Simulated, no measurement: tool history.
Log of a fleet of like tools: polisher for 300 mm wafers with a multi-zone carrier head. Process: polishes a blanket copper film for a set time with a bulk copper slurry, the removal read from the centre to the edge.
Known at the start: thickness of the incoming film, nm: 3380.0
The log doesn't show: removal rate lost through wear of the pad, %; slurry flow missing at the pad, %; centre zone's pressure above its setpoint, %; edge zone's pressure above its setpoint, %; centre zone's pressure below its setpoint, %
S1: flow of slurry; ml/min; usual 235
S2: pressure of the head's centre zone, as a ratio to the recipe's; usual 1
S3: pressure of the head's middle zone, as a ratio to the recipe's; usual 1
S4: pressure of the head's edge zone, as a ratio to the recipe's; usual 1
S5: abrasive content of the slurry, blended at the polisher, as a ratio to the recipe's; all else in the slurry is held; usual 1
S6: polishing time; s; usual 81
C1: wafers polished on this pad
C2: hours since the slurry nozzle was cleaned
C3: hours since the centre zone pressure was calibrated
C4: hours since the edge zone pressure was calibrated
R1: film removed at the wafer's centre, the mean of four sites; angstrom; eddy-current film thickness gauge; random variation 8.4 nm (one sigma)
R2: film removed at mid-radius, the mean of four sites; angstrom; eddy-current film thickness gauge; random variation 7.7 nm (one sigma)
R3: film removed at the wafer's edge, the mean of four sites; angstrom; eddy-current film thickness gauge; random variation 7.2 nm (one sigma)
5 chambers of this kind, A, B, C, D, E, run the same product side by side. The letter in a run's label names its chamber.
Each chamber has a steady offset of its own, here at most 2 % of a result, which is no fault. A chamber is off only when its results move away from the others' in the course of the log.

run	hour	S1	S2	S3	S4	S5	S6	C1	C2	C3	C4	R1	R2	R3
# hour 3.4: chamber A: worn pad replaced by a new one
1E	5.2	235	1	1	1	1	81	284	67.2	125.7	123.6	7734.2	7879.2	7699.8
# hour 11.1: chamber B: centre zone pressure recalibrated
2B	13.8	235	1	1	1	1	81	237	68.6	2.8	394.1	7895	7837.1	7878.2
3A	20.2	235	1	1	1	1	81	156	192.6	420.7	340.8	7908.6	7801.7	7748.1
4C	27.3	235	1	1	1	1	81	659	469.4	188.6	296.1	7759.5	7680.2	7758.8
5D	35.1	235	1	1	1	1	81	1372	214.2	711	790.8	7770.4	7864.3	7807.1
6A	39.4	235	1	1	1	1	81	334	211.8	439.9	360	7781.4	7867.7	7716.9
# hour 42.7: chamber D: worn pad replaced by a new one
7C	43.5	235	1	1	1	1	81	809	485.6	204.8	312.3	7798.7	7791.8	7774.5
8D	49.9	235	1	1	1	1	81	66	229	725.8	805.6	7699	7869.2	7940.9
9E	54.3	235	1	1	1	1	81	740	116.3	174.8	172.7	7727.8	7801.4	7805.7
# hour 56.1: chamber A: centre zone pressure recalibrated
# hour 58.9: chamber A: slurry nozzle cleaned
10B	59.3	235	1	1	1	1	81	660	114.1	48.3	439.6	7724.9	7657.2	7889.8
# hour 61.2: chamber A: worn pad replaced by a new one
11A	63.4	235	1	1	1	1	81	20	4.5	7.3	384	7697.2	7788.7	7752
12B	69.5	235	1	1	1	1	81	755	124.3	58.5	449.8	7709.9	7714.1	7908.5
# hour 73.8: chamber E: worn pad replaced by a new one
13D	77.6	235	1	1	1	1	81	324	256.7	753.5	833.3	7966.8	7896.1	7779.4
14C	83.6	235	1	1	1	1	81	1182	525.7	244.9	352.4	7572.1	7723.8	7678
# hour 86.9: chamber C: worn pad replaced by a new one
15E	91.1	235	1	1	1	1	81	161	153.1	211.6	209.5	7793.7	7937.4	7866.4
16C	98.1	235	1	1	1	1	81	104	540.2	259.4	366.9	7483.4	7849.2	7742.3
17B	101.8	235	1	1	1	1	81	1055	156.6	90.8	482.1	7842.6	7656.9	7939
18D	107.4	235	1	1	1	1	81	600	286.5	783.3	863.1	7710.2	7867.4	7716.2
19A	113.9	235	1	1	1	1	81	489	55	57.8	434.5	7758.8	7834.8	7777.4
# hour 118.3: chamber A: worn pad replaced by a new one
20E	121.4	235	1	1	1	1	81	442	183.4	241.9	239.8	7762.9	7791.5	7801.7
21C	127	235	1	1	1	1	81	372	569.1	288.3	395.8	7331.9	7779.7	7732.3
# hour 128.3: chamber B: worn pad replaced by a new one
22D	133.7	280	1	1	0.96	1	81	845	312.8	809.6	889.4	7911.3	8191.8	7679.5
23B	137.6	280	1	1	0.96	1	81	86	192.4	126.6	517.9	7894.9	7947.4	7923.4
24E	144	280	1	1	0.96	1	81	652	206	264.5	262.4	7836.5	7866.4	7763
25A	150.2	280	1	1	0.96	1	81	296	91.3	94.1	470.8	7876.9	7943.4	7663.5
26B	156.7	280	1	1	0.96	1	81	263	211.5	145.7	537	8041.9	7882	7815.8
27A	161.5	235	1	1	0.95	1	81	401	102.6	105.4	482.1	7534	7859.5	7483.5
28C	167.5	235	1	1	0.95	1	81	748	609.6	328.8	436.3	7043.5	7852.4	7366.4
# hour 171.8: chamber E: worn pad replaced by a new one
# hour 172.5: chamber D: worn pad replaced by a new one
29E	174.1	235	1	1	0.95	1	81	21	236.1	294.6	292.5	7755.7	7904.8	7562
# hour 177.4: chamber C: edge zone pressure recalibrated
30D	181.3	235	1	1	0.95	1	81	82	360.4	857.2	937	7711.3	7834.3	7518.8
# hour 183.4: chamber A: worn pad replaced by a new one
31C	187.4	235	1	1	0.95	1	81	933	629.5	348.7	10.1	7049.4	7637.7	7364.8
32B	195	195	1	1	1	1	81	619	249.8	184	575.3	7624.7	7589	7670.8
33A	203.3	195	1	1	1	1	81	185	144.4	147.2	523.9	7564.9	7804.2	7670.3
34D	207.8	195	1	1	1	1	81	328	386.9	883.7	963.5	7438	7668.7	7551.4
35E	215.9	195	1	1	1	1	81	409	277.9	336.4	334.3	7466	7776.5	7603.4

What goes on in this fleet: one chamber off, a drifting gauge, or nothing beyond the chambers' own small offsets? Name the chamber and the cause, if any.

Chamber C drifts away from the others.
Cause: centre zone's pressure below its setpoint, % = 10.4.

Here are 4 candidates for chamber C's next run, each the usual settings with a change, their results left as question marks. Which one brings its results back in line with what the others give on the usual settings?
In line means no further than this from the other chambers' mean on the usual settings: R1 290 angstrom; R2 270 angstrom; R3 250 angstrom
36C-1	222.1	245	1.14	0.97	0.95	1	84					?	?	?
36C-2	222.1	225	0.86	1.03	1.05	1	78					?	?	?
36C-3	222.1	230	0.91	1.02	1.03	1	79					?	?	?
36C-4	222.1	240	1.09	0.98	0.97	1	83					?	?	?

The other chambers' mean on the usual settings: R1 7742.9 angstrom; R2 7838.1 angstrom; R3 7813.1 angstrom
run	R1	R2	R3
36C-1	8253.9	7877.8	7842.3
36C-2	5566.3	7649.1	7602.7
36C-3	6020.1	7699.7	7639.9
36C-4	7747.7	7837.9	7815.8
36C-4 brings the chamber back in line.
